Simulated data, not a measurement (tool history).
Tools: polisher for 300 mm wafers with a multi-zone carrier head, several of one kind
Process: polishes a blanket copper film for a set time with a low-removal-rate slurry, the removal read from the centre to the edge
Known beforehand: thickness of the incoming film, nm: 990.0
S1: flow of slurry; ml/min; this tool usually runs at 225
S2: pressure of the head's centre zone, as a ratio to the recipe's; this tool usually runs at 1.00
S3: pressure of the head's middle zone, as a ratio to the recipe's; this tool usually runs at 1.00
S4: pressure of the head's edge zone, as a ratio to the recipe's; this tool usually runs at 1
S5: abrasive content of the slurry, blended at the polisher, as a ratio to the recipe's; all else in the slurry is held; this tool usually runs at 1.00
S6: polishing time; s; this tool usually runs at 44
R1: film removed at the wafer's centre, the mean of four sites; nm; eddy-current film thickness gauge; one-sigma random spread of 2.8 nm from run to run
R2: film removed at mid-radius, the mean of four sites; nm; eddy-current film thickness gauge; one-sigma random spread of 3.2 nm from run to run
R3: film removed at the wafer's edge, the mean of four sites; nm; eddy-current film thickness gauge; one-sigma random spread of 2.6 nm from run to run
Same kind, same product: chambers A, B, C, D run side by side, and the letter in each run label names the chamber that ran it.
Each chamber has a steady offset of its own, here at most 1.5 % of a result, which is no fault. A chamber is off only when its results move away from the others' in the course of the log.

run 1C day=0.404 | S1=225 S2=1.00 S3=1.00 S4=1 S5=1.00 S6=44 | R1=221.11 R2=224.84 R3=221.73
run 2B day=0.658 | S1=225 S2=1.00 S3=1.00 S4=1 S5=1.00 S6=44 | R1=227.57 R2=225.49 R3=224.73
run 3A day=1.017 | S1=225 S2=1.00 S3=1.00 S4=1 S5=1.00 S6=44 | R1=220.06 R2=218.05 R3=223.89
run 4D day=1.242 | S1=225 S2=1.00 S3=1.00 S4=1 S5=1.00 S6=44 | R1=227.68 R2=219.55 R3=221.42
-- day=1.300 chamber B: worn pad replaced by a new one
-- day=1.346 chamber C: worn pad replaced by a new one
run 5D day=1.621 | S1=225 S2=1.00 S3=0.94 S4=1 S5=1.00 S6=44 | R1=224.32 R2=209.63 R3=225.29
run 6A day=2.046 | S1=225 S2=1.00 S3=0.94 S4=1 S5=1.00 S6=44 | R1=225.06 R2=214.33 R3=226.43
-- day=2.154 chamber C: centre zone pressure recalibrated
-- day=2.200 chamber D: worn pad replaced by a new one
run 7C day=2.283 | S1=225 S2=1.00 S3=0.94 S4=1 S5=1.00 S6=44 | R1=225.65 R2=215.13 R3=224.34
-- day=2.508 chamber A: worn pad replaced by a new one
run 8B day=2.529 | S1=225 S2=1.00 S3=0.94 S4=1 S5=1.00 S6=44 | R1=228.77 R2=210.01 R3=222.74
run 9A day=2.821 | S1=225 S2=1.00 S3=1.00 S4=1 S5=1.00 S6=44 | R1=221.22 R2=221.76 R3=225.01
run 10C day=3.242 | S1=225 S2=1.00 S3=1.00 S4=1 S5=1.00 S6=44 | R1=227.01 R2=223.92 R3=222.28
-- day=3.500 chamber B: worn pad replaced by a new one
run 11B day=3.517 | S1=225 S2=1.00 S3=1.00 S4=1 S5=1.00 S6=44 | R1=222.15 R2=223.37 R3=220.01
run 12D day=3.788 | S1=225 S2=1.00 S3=1.00 S4=1 S5=1.00 S6=44 | R1=225.14 R2=221.25 R3=216.84
run 13B day=4.192 | S1=225 S2=0.92 S3=0.95 S4=1 S5=1.00 S6=44 | R1=203.10 R2=212.13 R3=219.05
run 14C day=4.533 | S1=225 S2=0.92 S3=0.95 S4=1 S5=1.00 S6=44 | R1=206.45 R2=213.04 R3=224.10
run 15D day=4.842 | S1=225 S2=0.92 S3=0.95 S4=1 S5=1.00 S6=44 | R1=206.73 R2=209.97 R3=230.11
-- day=4.892 chamber D: worn pad replaced by a new one
run 16A day=5.050 | S1=225 S2=0.92 S3=0.95 S4=1 S5=1.00 S6=44 | R1=209.01 R2=213.77 R3=223.98
run 17A day=5.292 | S1=225 S2=1.00 S3=1.00 S4=1 S5=1.00 S6=44 | R1=226.33 R2=225.18 R3=224.23
-- day=5.383 chamber C: slurry nozzle cleaned
run 18C day=5.496 | S1=225 S2=1.00 S3=1.00 S4=1 S5=1.00 S6=44 | R1=222.54 R2=222.67 R3=225.26
-- day=5.504 chamber A: worn pad replaced by a new one
-- day=5.604 chamber C: worn pad replaced by a new one
run 19B day=5.925 | S1=225 S2=1.00 S3=1.00 S4=1 S5=1.00 S6=44 | R1=224.22 R2=227.41 R3=220.60
-- day=5.929 chamber B: worn pad replaced by a new one
run 20D day=6.138 | S1=225 S2=1.00 S3=1.00 S4=1 S5=1.25 S6=44 | R1=234.27 R2=231.55 R3=233.13
run 21C day=6.508 | S1=225 S2=1.00 S3=1.00 S4=1 S5=1.25 S6=44 | R1=237.36 R2=236.92 R3=231.36
run 22D day=6.838 | S1=225 S2=1.00 S3=1.00 S4=1 S5=1.25 S6=44 | R1=234.92 R2=232.74 R3=234.25
run 23A day=7.238 | S1=225 S2=1.00 S3=1.00 S4=1 S5=1.25 S6=44 | R1=232.56 R2=234.70 R3=229.86
-- day=7.321 chamber D: centre zone pressure recalibrated
-- day=7.471 chamber D: worn pad replaced by a new one
run 24B day=7.579 | S1=225 S2=1.00 S3=1.00 S4=1 S5=1.00 S6=44 | R1=226.44 R2=225.01 R3=221.92
run 25C day=7.975 | S1=225 S2=1.00 S3=1.00 S4=1 S5=1.00 S6=44 | R1=226.08 R2=224.90 R3=222.16
run 26D day=8.175 | S1=225 S2=1.00 S3=1.00 S4=1 S5=1.00 S6=44 | R1=237.93 R2=220.14 R3=220.10
run 27B day=8.417 | S1=225 S2=1.00 S3=1.00 S4=1 S5=1.00 S6=44 | R1=224.40 R2=221.34 R3=222.28
-- day=8.575 chamber B: worn pad replaced by a new one
run 28A day=8.683 | S1=225 S2=1.00 S3=1.00 S4=1 S5=1.00 S6=44 | R1=224.12 R2=223.31 R3=224.65
-- day=8.754 chamber C: edge zone pressure recalibrated
-- day=8.938 chamber A: worn pad replaced by a new one
run 29C day=8.946 | S1=175 S2=1.00 S3=1.09 S4=1 S5=1.00 S6=44 | R1=218.16 R2=238.59 R3=214.97
run 30D day=9.338 | S1=175 S2=1.00 S3=1.09 S4=1 S5=1.00 S6=44 | R1=229.30 R2=235.91 R3=216.32
run 31A day=9.546 | S1=175 S2=1.00 S3=1.09 S4=1 S5=1.00 S6=44 | R1=217.31 R2=235.31 R3=217.42
-- day=9.558 chamber D: worn pad replaced by a new one
-- day=9.633 chamber C: worn pad replaced by a new one
-- day=9.812 chamber D: slurry nozzle cleaned
run 32B day=9.829 | S1=175 S2=1.00 S3=1.09 S4=1 S5=1.00 S6=44 | R1=214.99 R2=236.18 R3=218.42
run 33C day=10.146 | S1=225 S2=1.00 S3=1.00 S4=1 S5=1.00 S6=44 | R1=220.17 R2=227.28 R3=219.40
run 34B day=10.375 | S1=225 S2=1.00 S3=1.00 S4=1 S5=1.00 S6=44 | R1=221.81 R2=223.62 R3=218.69
run 35D day=10.783 | S1=225 S2=1.00 S3=1.00 S4=1 S5=1.00 S6=44 | R1=241.32 R2=224.14 R3=225.04
-- day=10.958 chamber B: worn pad replaced by a new one
run 36A day=11.075 | S1=225 S2=1.00 S3=1.00 S4=1 S5=1.00 S6=44 | R1=221.29 R2=223.50 R3=221.61
run 37B day=11.429 | S1=225 S2=1.00 S3=1.00 S4=1 S5=1.00 S6=44 | R1=228.11 R2=221.14 R3=223.45
run 38C day=11.625 | S1=225 S2=1.00 S3=1.00 S4=1 S5=1.00 S6=44 | R1=229.81 R2=221.21 R3=224.38
run 39A day=11.817 | S1=225 S2=1.00 S3=1.00 S4=1 S5=1.00 S6=44 | R1=223.42 R2=229.26 R3=226.32

Is one chamber off against the others, does the gauge drift, or is nothing wrong? If a chamber is off, say which, and what the likeliest cause is.

A service left chamber D off against the others.
Likeliest cause: centre zone's pressure above its setpoint, % = 7.03.

Here are 4 candidates for chamber D's next run, each the usual settings with a change, their results left as question marks. Which one brings its results back in line with what the others give on the usual settings?
In-line tolerance around the mean of the other chambers on the usual settings: R1 9.70 nm; R2 11.00 nm; R3 9.20 nm
run 40D-1 day=12.138 | S1=230 S2=1.06 S3=0.98 S4=0.98 S5=1.00 S6=44 | R1=? R2=? R3=?
run 40D-2 day=12.138 | S1=215 S2=0.88 S3=1.04 S4=1.04 S5=1.00 S6=43 | R1=? R2=? R3=?
run 40D-3 day=12.138 | S1=220 S2=0.94 S3=1.02 S4=1.02 S5=1.00 S6=44 | R1=? R2=? R3=?
run 40D-4 day=12.138 | S1=235 S2=1.12 S3=0.96 S4=0.96 S5=1.00 S6=45 | R1=? R2=? R3=?

Usual-settings mean across the other chambers: R1 223.55 nm; R2 223.56 nm; R3 222.95 nm
run=40D-1 R1=258.66 R2=218.11 R3=221.24
run=40D-2 R1=203.70 R2=223.53 R3=221.54
run=40D-3 R1=225.11 R2=225.24 R3=224.91
run=40D-4 R1=281.79 R2=219.35 R3=224.35
With 40D-3, the chamber falls back in line with the rest.
